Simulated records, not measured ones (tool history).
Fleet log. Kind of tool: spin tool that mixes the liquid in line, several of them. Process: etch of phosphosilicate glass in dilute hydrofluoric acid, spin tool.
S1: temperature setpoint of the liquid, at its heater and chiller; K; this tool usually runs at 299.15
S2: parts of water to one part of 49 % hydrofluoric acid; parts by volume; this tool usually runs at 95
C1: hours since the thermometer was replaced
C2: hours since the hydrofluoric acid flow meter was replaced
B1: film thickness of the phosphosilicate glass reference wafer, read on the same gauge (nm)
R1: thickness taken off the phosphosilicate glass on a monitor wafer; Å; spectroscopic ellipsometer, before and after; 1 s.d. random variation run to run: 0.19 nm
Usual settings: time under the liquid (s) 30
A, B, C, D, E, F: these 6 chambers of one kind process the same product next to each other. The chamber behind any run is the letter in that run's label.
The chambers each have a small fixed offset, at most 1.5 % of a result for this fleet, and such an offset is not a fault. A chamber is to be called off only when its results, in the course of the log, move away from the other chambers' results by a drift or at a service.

Run 1F, day 0.333: usual settings; C1 261.0; C2 792.4; B1 129.99. Result: R1 312.56 Å.
At day 0.862: chamber B: hydrofluoric acid flow meter replaced.
Run 2D, day 0.875: usual settings; C1 799.6; C2 221.9; B1 129.99. Result: R1 310.05 Å.
Run 3A, day 1.162: usual settings; C1 756.4; C2 802.5; B1 130.03. Result: R1 313.73 Å.
Run 4B, day 1.721: usual settings; C1 1596.2; C2 20.6; B1 129.97. Result: R1 311.19 Å.
Run 5E, day 2.079: usual settings; C1 707.1; C2 638.0; B1 129.96. Result: R1 311.39 Å.
Run 6C, day 2.479: usual settings; C1 987.3; C2 1529.6; B1 130.00. Result: R1 309.50 Å.
At day 2.817: chamber C: thermometer replaced.
Run 7D, day 2.875: usual settings but S1 302.15 K, S2 50 parts by volume; C1 847.6; C2 269.9; B1 129.98. Result: R1 715.99 Å.
Run 8C, day 3.292: usual settings but S1 302.15 K, S2 50 parts by volume; C1 11.5; C2 1549.1; B1 129.97. Result: R1 708.11 Å.
Run 9A, day 3.538: usual settings but S1 302.15 K, S2 50 parts by volume; C1 813.4; C2 859.5; B1 130.01. Result: R1 707.35 Å.
Run 10B, day 3.904: usual settings but S1 302.15 K, S2 50 parts by volume; C1 1648.6; C2 73.0; B1 129.98. Result: R1 714.28 Å.
Run 11E, day 4.442: usual settings but S1 302.15 K, S2 50 parts by volume; C1 763.8; C2 694.7; B1 130.02. Result: R1 707.54 Å.
Run 12F, day 4.892: usual settings but S1 302.15 K, S2 50 parts by volume; C1 370.4; C2 901.8; B1 129.98. Result: R1 714.44 Å.
Run 13D, day 5.342: usual settings; C1 906.8; C2 329.1; B1 130.00. Result: R1 307.79 Å.
Run 14B, day 5.821: usual settings; C1 1694.6; C2 119.0; B1 129.99. Result: R1 313.75 Å.
Run 15F, day 6.112: usual settings; C1 399.7; C2 931.1; B1 129.99. Result: R1 309.38 Å.
Run 16E, day 6.642: usual settings; C1 816.6; C2 747.5; B1 129.98. Result: R1 305.84 Å.
Run 17C, day 7.096: usual settings but S1 302.15 K; C1 102.8; C2 1640.4; B1 130.04. Result: R1 350.75 Å.
Run 18A, day 7.638: usual settings but S1 302.15 K; C1 911.8; C2 957.9; B1 130.01. Result: R1 349.35 Å.
Run 19A, day 7.908: usual settings but S1 302.15 K; C1 918.3; C2 964.4; B1 130.00. Result: R1 341.52 Å.
Run 20B, day 8.217: usual settings but S1 302.15 K; C1 1752.1; C2 176.5; B1 130.03. Result: R1 352.57 Å.
Run 21F, day 8.600: usual settings but S1 302.15 K; C1 459.4; C2 990.8; B1 130.00. Result: R1 354.37 Å.
At day 8.733: chamber E: thermometer replaced.
Run 22D, day 9.133: usual settings but S1 302.15 K; C1 997.8; C2 420.1; B1 130.01. Result: R1 350.64 Å.
Run 23E, day 9.629: usual settings but S2 120 parts by volume; C1 21.6; C2 819.2; B1 130.00. Result: R1 236.99 Å.
Run 24C, day 9.888: usual settings but S2 120 parts by volume; C1 169.8; C2 1707.4; B1 129.99. Result: R1 235.84 Å.
Run 25C, day 10.454: usual settings but S2 120 parts by volume; C1 183.4; C2 1721.0; B1 130.00. Result: R1 237.79 Å.
Run 26F, day 10.971: usual settings but S2 120 parts by volume; C1 516.3; C2 1047.7; B1 130.01. Result: R1 238.04 Å.
Run 27B, day 11.300: usual settings but S2 120 parts by volume; C1 1826.1; C2 250.5; B1 130.01. Result: R1 239.69 Å.
Run 28E, day 11.783: usual settings but S2 120 parts by volume; C1 73.3; C2 870.9; B1 129.98. Result: R1 237.29 Å.
Run 29A, day 12.288: usual settings; C1 1023.4; C2 1069.5; B1 129.99. Result: R1 304.36 Å.
Run 30D, day 12.758: usual settings; C1 1084.8; C2 507.1; B1 130.02. Result: R1 314.95 Å.
Run 31C, day 13.112: usual settings; C1 247.2; C2 1784.8; B1 130.02. Result: R1 309.84 Å.
Run 32B, day 13.558: usual settings; C1 1880.3; C2 304.7; B1 130.00. Result: R1 312.99 Å.
Run 33E, day 13.875: usual settings; C1 123.5; C2 921.1; B1 130.00. Result: R1 306.23 Å.
Run 34F, day 14.392: usual settings; C1 598.4; C2 1129.8; B1 130.01. Result: R1 316.61 Å.
Run 35D, day 14.721: usual settings; C1 1131.9; C2 554.2; B1 129.98. Result: R1 309.48 Å.
Run 36A, day 15.104: usual settings; C1 1091.0; C2 1137.1; B1 129.96. Result: R1 298.39 Å.
Run 37A, day 15.433: usual settings; C1 1098.9; C2 1145.0; B1 130.02. Result: R1 299.34 Å.
Run 38E, day 15.838: usual settings; C1 170.6; C2 968.2; B1 130.02. Result: R1 309.28 Å.
Run 39D, day 16.254: usual settings; C1 1168.7; C2 591.0; B1 129.99. Result: R1 310.92 Å.
Run 40F, day 16.754: usual settings; C1 655.1; C2 1186.5; B1 129.96. Result: R1 315.70 Å.
Run 41B, day 17.196: usual settings; C1 1967.6; C2 392.0; B1 129.98. Result: R1 313.38 Å.

Decide between three cases: one chamber stands off from its peers, the gauge reading all wafers drifts, or nothing is wrong past each chamber's small offset. Where a chamber is off, say which and what most likely put it there.

Little by little, chamber A moves away from the other chambers.
Likeliest cause: hydrofluoric acid flow below the setpoint (%) = 5.97.
The log may not separate it from: liquid colder than its thermometer reads (K).

Which of the 4 candidates below, each the usual settings with something changed and its results left as question marks, puts chamber A back in line with what the other chambers give on the usual settings?
Allowed miss from the other chambers' usual-settings mean, per result, to count as in line: R1 6.80 Å
Run 42A-1, day 17.604: usual settings but S2 100 parts by volume. Result: R1 ?.
Run 42A-2, day 17.604: usual settings but S1 301.65 K. Result: R1 ?.
Run 42A-3, day 17.604: usual settings but S1 296.65 K. Result: R1 ?.
Run 42A-4, day 17.604: usual settings but S1 300.65 K. Result: R1 ?.

Mean of the other chambers on the usual settings: R1 311.69 Å
  run      R1
42A-1  278.51
42A-2  324.56
42A-3  267.65
42A-4  312.53
With 42A-4, the chamber falls back in line with the rest.

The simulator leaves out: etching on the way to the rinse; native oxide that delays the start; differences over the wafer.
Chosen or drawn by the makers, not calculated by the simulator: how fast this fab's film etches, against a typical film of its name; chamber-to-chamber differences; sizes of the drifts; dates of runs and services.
